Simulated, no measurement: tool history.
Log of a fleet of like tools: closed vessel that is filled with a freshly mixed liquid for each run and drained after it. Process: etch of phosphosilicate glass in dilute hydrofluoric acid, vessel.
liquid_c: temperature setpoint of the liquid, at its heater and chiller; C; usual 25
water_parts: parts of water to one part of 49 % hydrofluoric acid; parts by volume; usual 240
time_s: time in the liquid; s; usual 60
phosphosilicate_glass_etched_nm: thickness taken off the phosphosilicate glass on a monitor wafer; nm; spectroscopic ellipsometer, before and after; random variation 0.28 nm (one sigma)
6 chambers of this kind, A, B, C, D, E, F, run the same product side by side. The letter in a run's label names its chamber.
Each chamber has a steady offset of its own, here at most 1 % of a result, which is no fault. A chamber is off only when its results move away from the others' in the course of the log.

run,day,liquid_c,water_parts,time_s,"read-back film thickness of the phosphosilicate glass reference wafer, read on the same gauge (nm)",phosphosilicate_glass_etched_nm
1F,0.167,25,240,60,140,41.083
2D,0.3,25,240,60,139.99,40.949
3B,0.558,25,240,60,140.02,41.51
4A,0.796,25,240,60,139.99,41.472
5E,0.912,25,240,60,140.01,41.375
6C,1.171,25,240,60,140.02,40.549
7C,1.388,25,240,60,139.99,40.493
8A,1.592,25,240,60,140,41.239
9F,1.85,25,175,30,140.04,29.656
10D,2.008,25,175,30,139.99,30.279
11B,2.271,25,175,30,140.05,30.251
12E,2.404,25,175,30,139.97,30.377
13E,2.558,25,175,30,140.03,30.592
14F,2.704,25,175,30,139.96,29.868
15D,2.892,25,240,60,140.01,41.183
16A,3.129,25,240,60,140.04,41.438
17C,3.383,25,240,60,140.02,41.053
18B,3.638,25,240,60,140,40.86
19E,3.854,25,240,60,139.97,41.256
20C,4.021,25,240,60,139.97,40.64
21A,4.267,29.5,345,60,140,29.773
# day 4.338: chamber C: hydrofluoric acid flow meter replaced
22D,4.508,29.5,345,60,140.04,29.583
23B,4.738,29.5,345,60,140.02,30.006
24F,4.875,29.5,345,60,140,29.514
25B,5.062,29.5,345,60,140.01,29.683
26E,5.262,29.5,345,60,140.02,30.12
27F,5.421,25,240,60,139.99,40.324
28D,5.688,25,240,60,140.01,41.44
29A,5.912,28,240,40,140.01,30.404
30C,6.15,28,240,40,140.02,30.258
31A,6.325,28,240,40,139.99,30.622
32E,6.542,28,240,40,140,31.043
33C,6.75,28,240,40,140.01,30.428
34D,6.958,28,240,40,140.02,30.196
35B,7.208,25,240,60,140.03,40.78
36F,7.408,25,240,60,140.03,40.633
37A,7.571,28.5,145,60,140.03,87.414
38D,7.696,28.5,145,60,140.04,84.557

What goes on in this fleet: one chamber off, a drifting gauge, or nothing beyond the chambers' own small offsets? Name the chamber and the cause, if any.

No chamber stands off beyond its own small offset, and the gauge holds steady.

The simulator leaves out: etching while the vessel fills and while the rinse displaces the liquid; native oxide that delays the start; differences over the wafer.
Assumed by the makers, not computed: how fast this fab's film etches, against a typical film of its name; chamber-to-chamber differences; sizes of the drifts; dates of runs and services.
